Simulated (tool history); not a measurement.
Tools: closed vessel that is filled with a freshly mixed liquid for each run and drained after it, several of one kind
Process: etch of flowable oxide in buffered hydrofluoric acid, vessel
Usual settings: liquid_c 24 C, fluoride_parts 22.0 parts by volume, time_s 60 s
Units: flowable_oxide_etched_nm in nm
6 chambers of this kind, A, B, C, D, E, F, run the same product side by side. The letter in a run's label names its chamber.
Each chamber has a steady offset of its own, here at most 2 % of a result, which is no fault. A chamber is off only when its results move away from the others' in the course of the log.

run     day  liquid_c  fluoride_parts  time_s  hours since the thermometer was replaced  hours since the hydrofluoric acid flow meter was replaced  read-back film thickness of the flowable oxide reference wafer, read on the same gauge (nm)  flowable_oxide_etched_nm
      0.050  -- chamber F: thermometer replaced
 1B   0.208        24            22.0      60                                    1108.3                                                      544.1                                                                                       130.01                    80.032
 2C   0.467        24            22.0      60                                    1317.3                                                     1243.0                                                                                       129.99                    81.630
 3E   0.867        24            22.0      60                                     295.6                                                       68.7                                                                                       130.01                    79.992
 4A   1.192        24            22.0      60                                     861.5                                                      798.6                                                                                       130.02                    79.628
 5F   1.562        24            22.0      60                                      36.4                                                      594.9                                                                                       129.99                    80.942
      1.775  -- chamber A: hydrofluoric acid flow meter replaced
 6D   2.021        24            29.5      85                                     805.5                                                     1274.0                                                                                       130.01                    92.975
 7B   2.275        24            29.5      85                                    1157.9                                                      593.7                                                                                       130.01                    94.376
 8A   2.521        24            29.5      85                                     893.4                                                       17.9                                                                                       130.01                    91.587
 9D   2.738        24            29.5      85                                     822.7                                                     1291.2                                                                                       130.00                    92.874
10E   3.054        24            29.5      85                                     348.1                                                      121.2                                                                                       130.00                    92.619
11C   3.396        24            29.5      85                                    1387.6                                                     1313.3                                                                                       129.99                    92.253
12F   3.842        24            22.0      60                                      91.1                                                      649.6                                                                                       130.01                    80.687
13E   4.096        24            22.0      60                                     373.1                                                      146.2                                                                                       130.01                    80.205
14B   4.333        24            22.0      60                                    1207.3                                                      643.1                                                                                       130.01                    79.909
15D   4.646        24            22.0      60                                     868.5                                                     1337.0                                                                                       130.00                    79.662
16A   5.083        24            22.0      60                                     954.9                                                       79.4                                                                                       129.98                    80.726
17C   5.417        24            22.0      60                                    1436.1                                                     1361.8                                                                                       130.01                    80.358
18F   5.825        24            22.0      60                                     138.7                                                      697.2                                                                                       130.01                    80.821
19E   6.038        24            22.0      60                                     419.7                                                      192.8                                                                                       130.00                    80.954
20A   6.317        24            22.0      60                                     984.5                                                      109.0                                                                                       130.01                    80.760
21F   6.604        24            22.0      60                                     157.4                                                      715.9                                                                                       130.03                    80.660
22D   6.929        24            22.0      60                                     923.3                                                     1391.8                                                                                       130.00                    78.239
23C   7.321        24            22.0      60                                    1481.8                                                     1407.5                                                                                       129.99                    81.331
24B   7.658        24            22.0      60                                    1287.1                                                      722.9                                                                                       129.99                    80.092
25C   7.875        24            22.0      60                                    1495.1                                                     1420.8                                                                                       129.99                    81.337
26A   8.183        24            18.0      60                                    1029.3                                                      153.8                                                                                       129.99                    98.097
27E   8.412        24            18.0      60                                     476.7                                                      249.8                                                                                       129.99                    95.939
      8.650  -- chamber F: hydrofluoric acid flow meter replaced
28D   8.783        24            18.0      60                                     967.8                                                     1436.3                                                                                       130.02                    94.014
29B   9.067        24            18.0      60                                    1320.9                                                      756.7                                                                                       130.02                    94.258
30F   9.412        24            18.0      60                                     224.8                                                       18.3                                                                                       130.00                    94.975
31F   9.625        24            18.0      60                                     229.9                                                       23.4                                                                                       129.98                    95.590
32B  10.071        24            22.0      60                                    1345.0                                                      780.8                                                                                       129.97                    80.186
33D  10.408        24            13.5      60                                    1006.8                                                     1475.3                                                                                       130.00                   126.200
34A  10.779        24            13.5      60                                    1091.6                                                      216.1                                                                                       130.01                   136.340
     11.121  -- chamber C: thermometer replaced
35C  11.188        24            13.5      60                                       1.6                                                     1500.3                                                                                       129.98                   125.340
36E  11.479        24            13.5      60                                     550.3                                                      323.4                                                                                       130.01                   125.980
37A  11.929        24            13.5      60                                    1119.2                                                      243.7                                                                                       130.02                   138.160
38D  12.179        24            13.5      60                                    1049.3                                                     1517.8                                                                                       129.99                   124.390
39E  12.517        24            22.0      60                                     575.2                                                      348.3                                                                                       130.01                    80.165
40F  12.717        24            22.0      60                                     304.1                                                       97.6                                                                                       130.01                    80.982
41B  13.071        24            28.5      60                                    1417.0                                                      852.8                                                                                       130.02                    67.419

All 6 chambers run these settings next. Forecast each chamber's results:
42A  13.404        24            22.0      60                                                                                                                                                                                                                           ?
42B  13.404        24            22.0      60                                                                                                                                                                                                                           ?
42C  13.404        24            22.0      60                                                                                                                                                                                                                           ?
42D  13.404        24            22.0      60                                                                                                                                                                                                                           ?
42E  13.404        24            22.0      60                                                                                                                                                                                                                           ?
42F  13.404        24            22.0      60                                                                                                                                                                                                                           ?

run  flowable_oxide_etched_nm
42A                    89.527
42B                    80.823
42C                    80.138
42D                    78.487
42E                    80.161
42F                    80.096
